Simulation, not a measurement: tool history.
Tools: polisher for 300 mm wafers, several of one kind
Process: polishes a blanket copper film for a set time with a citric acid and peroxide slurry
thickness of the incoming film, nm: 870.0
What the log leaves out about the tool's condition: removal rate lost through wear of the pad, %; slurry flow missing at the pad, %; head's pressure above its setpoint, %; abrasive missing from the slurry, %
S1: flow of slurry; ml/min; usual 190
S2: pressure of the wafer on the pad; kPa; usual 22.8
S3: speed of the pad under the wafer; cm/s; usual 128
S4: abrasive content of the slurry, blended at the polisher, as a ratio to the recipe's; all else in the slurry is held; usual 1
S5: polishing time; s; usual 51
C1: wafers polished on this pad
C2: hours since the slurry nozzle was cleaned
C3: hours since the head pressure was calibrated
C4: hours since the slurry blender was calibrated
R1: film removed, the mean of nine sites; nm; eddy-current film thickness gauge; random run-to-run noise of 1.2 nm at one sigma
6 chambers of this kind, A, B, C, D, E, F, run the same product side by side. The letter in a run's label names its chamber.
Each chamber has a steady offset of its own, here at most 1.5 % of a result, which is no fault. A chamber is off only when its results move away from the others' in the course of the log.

run,hour,S1,S2,S3,S4,S5,C1,C2,C3,C4,R1
1C,6.7,190,22.8,128,1,51,808,309.0,377.9,76.2,136.030
2E,11.0,190,22.8,128,1,51,820,590.8,518.6,240.5,136.090
# hour 11.1: chamber B: worn pad replaced by a new one
3D,14.2,190,22.8,128,1,51,567,206.3,153.3,235.3,135.080
# hour 16.6: chamber D: worn pad replaced by a new one
# hour 16.9: chamber A: worn pad replaced by a new one
4B,20.5,190,22.8,128,1,51,74,62.9,452.9,287.1,131.100
# hour 23.2: chamber C: worn pad replaced by a new one
5F,27.3,190,22.8,128,1,51,526,310.1,38.5,291.5,132.510
# hour 31.3: chamber E: slurry nozzle cleaned
6A,33.9,150,28.3,128,1,51,135,255.4,967.6,174.0,156.710
7F,39.0,150,28.3,128,1,51,618,321.8,50.2,303.2,157.500
8E,42.8,150,28.3,128,1,51,1073,11.5,550.4,272.3,158.920
# hour 47.2: chamber F: worn pad replaced by a new one
9D,48.0,150,28.3,128,1,51,249,240.1,187.1,269.1,162.290
# hour 54.1: chamber C: head pressure recalibrated
10C,54.4,150,28.3,128,1,51,248,356.7,0.4,123.9,160.290
11B,57.9,150,28.3,128,1,51,371,100.3,490.3,324.5,157.210
12A,62.6,190,22.8,128,1,51,363,284.1,996.3,202.7,133.790
13B,68.9,190,22.8,128,1,51,459,111.3,501.3,335.5,132.320
14F,72.2,190,22.8,128,1,51,198,355.0,83.4,336.4,134.160
# hour 73.8: chamber A: slurry nozzle cleaned
# hour 75.0: chamber D: slurry blender recalibrated
15C,78.4,190,22.8,92,1,51,439,380.7,24.4,147.9,97.347
# hour 79.2: chamber D: worn pad replaced by a new one
16E,83.8,190,22.8,92,1,51,1399,52.5,591.4,313.3,95.569
17D,90.3,190,22.8,92,1,51,88,282.4,229.4,15.3,94.779
# hour 93.8: chamber E: worn pad replaced by a new one
# hour 95.0: chamber E: slurry blender recalibrated
18A,95.0,190,22.8,92,1,51,620,21.3,1028.7,235.1,96.643
19E,101.9,190,22.8,92,1,51,65,70.6,609.5,6.9,96.742
# hour 106.3: chamber A: worn pad replaced by a new one
20A,106.5,190,22.8,92,1,51,1,32.8,1040.2,246.6,96.878
21D,112.3,145,22.8,128,1,51,263,304.4,251.4,37.3,125.320
# hour 114.0: chamber A: slurry blender recalibrated
22C,119.0,145,22.8,128,1,51,761,421.3,65.0,188.5,127.800
23B,122.2,145,22.8,128,1,51,882,164.6,554.6,388.8,127.190
# hour 122.3: chamber B: worn pad replaced by a new one
24F,127.0,145,22.8,128,1,51,634,409.8,138.2,391.2,126.930
# hour 130.1: chamber C: worn pad replaced by a new one
25F,133.2,145,22.8,128,1,51,683,416.0,144.4,397.4,127.760
# hour 136.3: chamber D: worn pad replaced by a new one
26E,139.0,145,22.8,128,1,51,359,107.7,646.6,44.0,126.680
# hour 140.4: chamber F: worn pad replaced by a new one
27A,143.0,190,22.8,128,1,51,291,69.3,1076.7,29.1,133.330
# hour 149.6: chamber C: slurry blender recalibrated
28D,149.9,190,22.8,128,1,51,108,342.0,289.0,74.9,127.550
29C,156.6,190,17.9,86,1,51,210,458.9,102.6,7.0,71.142
30B,161.7,190,17.9,86,1,51,313,204.1,594.1,428.3,71.164
31C,168.3,190,17.9,86,1,51,303,470.6,114.3,18.7,72.858
# hour 169.6: chamber B: slurry blender recalibrated
32D,173.2,190,17.9,86,1,51,293,365.3,312.3,98.2,68.418
33F,176.8,190,17.9,86,1,51,289,459.6,188.0,441.0,73.249
34A,181.0,190,17.9,86,1,51,593,107.3,1114.7,67.1,72.133
# hour 185.6: chamber B: slurry nozzle cleaned
35E,187.0,190,22.8,128,1,51,740,155.7,694.6,92.0,135.170
36B,191.2,190,22.8,128,1,51,547,5.7,623.6,21.6,133.050
37A,195.4,190,26.9,128,1,51,707,121.7,1129.1,81.5,156.750
38D,200.6,190,26.9,128,1,51,510,392.7,339.7,125.6,147.240
39C,205.1,190,26.9,128,1,51,595,507.4,151.1,55.5,156.000
40F,208.6,190,26.9,128,1,51,541,491.4,219.8,472.8,154.860

Has any chamber moved away from the others, gradually or after a service, or does the common gauge drift, or do the chambers differ only by their own small steady offsets? State the chamber and the most likely cause if one applies.

Little by little, chamber D moves away from the other chambers.
Most likely cause: slurry flow missing at the pad, % = 37.6.
With only this log, it may be confused with: head's pressure below its setpoint, %.

Chamber D could run next with any of the 4 candidate recipes listed below; each alters the usual settings, and their results appear as question marks. Which one brings its results back in line with what the other chambers deliver on the usual settings?
In line here means within this much of the mean the other chambers give on the usual settings: R1 4.300 nm
41D-1,213.5,190,22.1,124,1,51,,,,,?
41D-2,213.5,190,22.1,122,1,49,,,,,?
41D-3,213.5,190,22.8,128,1,58,,,,,?
41D-4,213.5,195,24.1,128,1,51,,,,,?

The mean the other chambers reach with the usual settings: R1 132.930 nm
run,R1
41D-1,116.430
41D-2,110.100
41D-3,140.730
41D-4,131.790
The answer is 41D-4, which returns the chamber to within the allowed miss of the others.

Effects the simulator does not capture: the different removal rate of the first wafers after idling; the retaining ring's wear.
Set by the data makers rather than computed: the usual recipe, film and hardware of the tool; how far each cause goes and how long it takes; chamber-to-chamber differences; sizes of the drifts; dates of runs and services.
